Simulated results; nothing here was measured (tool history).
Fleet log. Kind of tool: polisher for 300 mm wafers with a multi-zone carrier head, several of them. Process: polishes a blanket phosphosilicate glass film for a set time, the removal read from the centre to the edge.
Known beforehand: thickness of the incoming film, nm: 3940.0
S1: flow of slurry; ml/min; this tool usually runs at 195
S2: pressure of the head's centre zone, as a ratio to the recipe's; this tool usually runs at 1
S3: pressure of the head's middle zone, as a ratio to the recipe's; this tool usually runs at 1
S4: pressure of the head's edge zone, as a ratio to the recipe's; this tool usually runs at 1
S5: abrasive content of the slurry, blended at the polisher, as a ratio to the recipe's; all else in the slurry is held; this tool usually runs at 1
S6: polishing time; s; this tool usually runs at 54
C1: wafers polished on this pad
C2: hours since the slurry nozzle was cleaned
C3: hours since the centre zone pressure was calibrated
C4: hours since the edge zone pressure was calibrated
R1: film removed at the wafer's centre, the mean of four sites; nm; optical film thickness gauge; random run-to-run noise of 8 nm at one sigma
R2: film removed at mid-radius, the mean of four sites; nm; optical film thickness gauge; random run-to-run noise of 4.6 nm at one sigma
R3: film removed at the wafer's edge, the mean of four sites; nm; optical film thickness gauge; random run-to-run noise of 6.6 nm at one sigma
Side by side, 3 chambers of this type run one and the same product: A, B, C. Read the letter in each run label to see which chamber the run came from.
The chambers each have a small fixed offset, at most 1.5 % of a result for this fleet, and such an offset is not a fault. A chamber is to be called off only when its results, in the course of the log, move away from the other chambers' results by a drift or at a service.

| run | hour | S1 | S2 | S3 | S4 | S5 | S6 | C1 | C2 | C3 | C4 | R1 | R2 | R3 |
|---|---|---|---|---|---|---|---|---|---|---|---|---|---|---|
|  | 0.1 | chamber A: worn pad replaced by a new one |
| 1C | 9 | 195 | 1 | 1 | 1 | 1 | 54 | 237 | 248.4 | 311.4 | 962.1 | 542.17 | 542.1 | 529.16 |
|  | 14.9 | chamber B: worn pad replaced by a new one |
| 2A | 17.5 | 195 | 1 | 1 | 1 | 1 | 54 | 192 | 342.9 | 163.9 | 1050 | 529.17 | 540.19 | 546.81 |
| 3B | 26.9 | 195 | 1 | 1 | 1 | 1 | 54 | 132 | 429.4 | 104.7 | 584.4 | 531.25 | 536.24 | 540.57 |
| 4A | 35.5 | 195 | 1 | 1 | 1 | 1 | 54 | 391 | 360.9 | 181.9 | 1068 | 524.3 | 548.86 | 527.96 |
| 5B | 44.6 | 195 | 1 | 1 | 1 | 1 | 54 | 327 | 447.1 | 122.4 | 602.1 | 541.12 | 529.35 | 544.31 |
| 6C | 51.9 | 195 | 1 | 1 | 1 | 1 | 54 | 710 | 291.3 | 354.3 | 1005 | 541.19 | 542.69 | 536.01 |
|  | 60.8 | chamber A: worn pad replaced by a new one |
| 7B | 63 | 195 | 1 | 1 | 1 | 1 | 54 | 530 | 465.5 | 140.8 | 620.5 | 532.3 | 535.8 | 533.85 |
| 8A | 73.6 | 195 | 1 | 1 | 1 | 1 | 54 | 142 | 399 | 220 | 1106.1 | 550.38 | 540.4 | 543.29 |
| 9C | 78.9 | 195 | 1 | 1 | 1 | 1 | 54 | 1008 | 318.3 | 381.3 | 1032 | 544.77 | 540.07 | 538.12 |
| 10B | 88 | 225 | 1 | 1 | 1 | 1 | 54 | 806 | 490.5 | 165.8 | 645.5 | 534.07 | 546.33 | 538.6 |
|  | 89.5 | chamber C: slurry nozzle cleaned |
| 11A | 95.6 | 225 | 1 | 1 | 1 | 1 | 54 | 384 | 421 | 242 | 1128.1 | 549.25 | 555.27 | 543.27 |
| 12C | 104.3 | 225 | 1 | 1 | 1 | 1 | 54 | 1288 | 14.8 | 406.7 | 1057.4 | 553.51 | 542.78 | 539.9 |
| 13A | 111.3 | 195 | 1 | 1 | 1 | 1 | 54 | 557 | 436.7 | 257.7 | 1143.8 | 534.42 | 546.05 | 534.38 |
|  | 113.3 | chamber B: worn pad replaced by a new one |
| 14C | 119.7 | 195 | 1 | 1 | 1 | 1 | 54 | 1458 | 30.2 | 422.1 | 1072.8 | 519.58 | 522.74 | 529.5 |
| 15B | 125.2 | 195 | 1 | 1 | 1 | 1 | 54 | 131 | 527.7 | 203 | 682.7 | 537.09 | 524.71 | 540.37 |
|  | 128.5 | chamber A: worn pad replaced by a new one |
| 16B | 133.5 | 195 | 1 | 1 | 1 | 1 | 54 | 223 | 536 | 211.3 | 691 | 530.38 | 532.02 | 537.65 |
| 17C | 140.3 | 195 | 1 | 1 | 1 | 1 | 54 | 1685 | 50.8 | 442.7 | 1093.4 | 515.48 | 521.52 | 515.44 |
| 18A | 148.1 | 195 | 1 | 1 | 1 | 1 | 54 | 217 | 473.5 | 294.5 | 1180.6 | 537.41 | 544.54 | 532.4 |
| 19A | 153.7 | 135 | 1.04 | 1 | 1 | 1 | 54 | 278 | 479.1 | 300.1 | 1186.2 | 511.74 | 504.85 | 518.57 |
| 20C | 159.2 | 135 | 1.04 | 1 | 1 | 1 | 54 | 1894 | 69.7 | 461.6 | 1112.3 | 487.58 | 477.31 | 483.1 |
| 21B | 164.1 | 135 | 1.04 | 1 | 1 | 1 | 54 | 560 | 566.6 | 241.9 | 721.6 | 506.16 | 502.31 | 509.91 |
| 22C | 175 | 195 | 1 | 1 | 1.04 | 1 | 69 | 2068 | 85.5 | 477.4 | 1128.1 | 645.54 | 654.26 | 663.41 |
|  | 177.9 | chamber A: edge zone pressure recalibrated |
|  | 180.2 | chamber A: worn pad replaced by a new one |
| 23A | 182.7 | 195 | 1 | 1 | 1.04 | 1 | 69 | 28 | 508.1 | 329.1 | 4.8 | 689.91 | 699.14 | 688.41 |
| 24B | 192.7 | 195 | 1 | 1 | 1.04 | 1 | 69 | 876 | 595.2 | 270.5 | 750.2 | 675.74 | 688.51 | 704.93 |
| 25A | 204 | 195 | 1 | 1 | 1 | 1 | 54 | 263 | 529.4 | 350.4 | 26.1 | 511.66 | 541.51 | 545.7 |
| 26B | 213.4 | 195 | 1 | 1 | 1 | 1 | 54 | 1104 | 615.9 | 291.2 | 770.9 | 540.58 | 532.74 | 541.64 |
| 27C | 218.7 | 195 | 1 | 1 | 1 | 0.85 | 42 | 2550 | 129.2 | 521.1 | 1171.8 | 361.7 | 360.41 | 353.06 |
| 28A | 229.5 | 195 | 1 | 1 | 1 | 0.85 | 42 | 544 | 554.9 | 375.9 | 51.6 | 379.81 | 391.28 | 380.59 |
|  | 230.1 | chamber B: worn pad replaced by a new one |
| 29C | 237.9 | 195 | 1 | 1 | 1 | 0.85 | 42 | 2762 | 148.4 | 540.3 | 1191 | 358.53 | 354.21 | 346.6 |
|  | 243.1 | chamber A: worn pad replaced by a new one |
| 30B | 248.6 | 165 | 1 | 1 | 1 | 1 | 54 | 204 | 651.1 | 326.4 | 806.1 | 517.71 | 527.97 | 529.97 |
| 31C | 256 | 165 | 1 | 1 | 1 | 1 | 54 | 2961 | 166.5 | 558.4 | 1209.1 | 466.47 | 464.04 | 466.83 |
| 32B | 265.7 | 165 | 1 | 1 | 1 | 1 | 54 | 393 | 668.2 | 343.5 | 823.2 | 525.77 | 528.96 | 509.46 |
| 33A | 275.5 | 195 | 1 | 1 | 1 | 1 | 54 | 358 | 600.9 | 421.9 | 97.6 | 522.45 | 548.67 | 536.04 |
| 34B | 284.4 | 195 | 1 | 1 | 0.88 | 1 | 69 | 599 | 686.9 | 362.2 | 841.9 | 666.56 | 682.37 | 632.68 |
| 35C | 290.6 | 195 | 1 | 1 | 0.88 | 1 | 69 | 3343 | 201.1 | 593 | 1243.7 | 595.53 | 591.69 | 563.05 |
|  | 296.3 | chamber A: centre zone pressure recalibrated |
| 36A | 298.8 | 195 | 1 | 1 | 0.88 | 1 | 69 | 615 | 624.2 | 2.5 | 120.9 | 668.99 | 691.42 | 659.2 |

Next, every chamber runs the same settings. What will each give?
| 37A | 306.8 | 195 | 1 | 1 | 1 | 1 | 54 |  |  |  |  | ? | ? | ? |
| 37B | 306.8 | 195 | 1 | 1 | 1 | 1 | 54 |  |  |  |  | ? | ? | ? |
| 37C | 306.8 | 195 | 1 | 1 | 1 | 1 | 54 |  |  |  |  | ? | ? | ? |

| run | R1 | R2 | R3 |
|---|---|---|---|
| 37A | 529.69 | 550.4 | 548.95 |
| 37B | 522.83 | 531.52 | 540.53 |
| 37C | 455.67 | 460.12 | 457.41 |
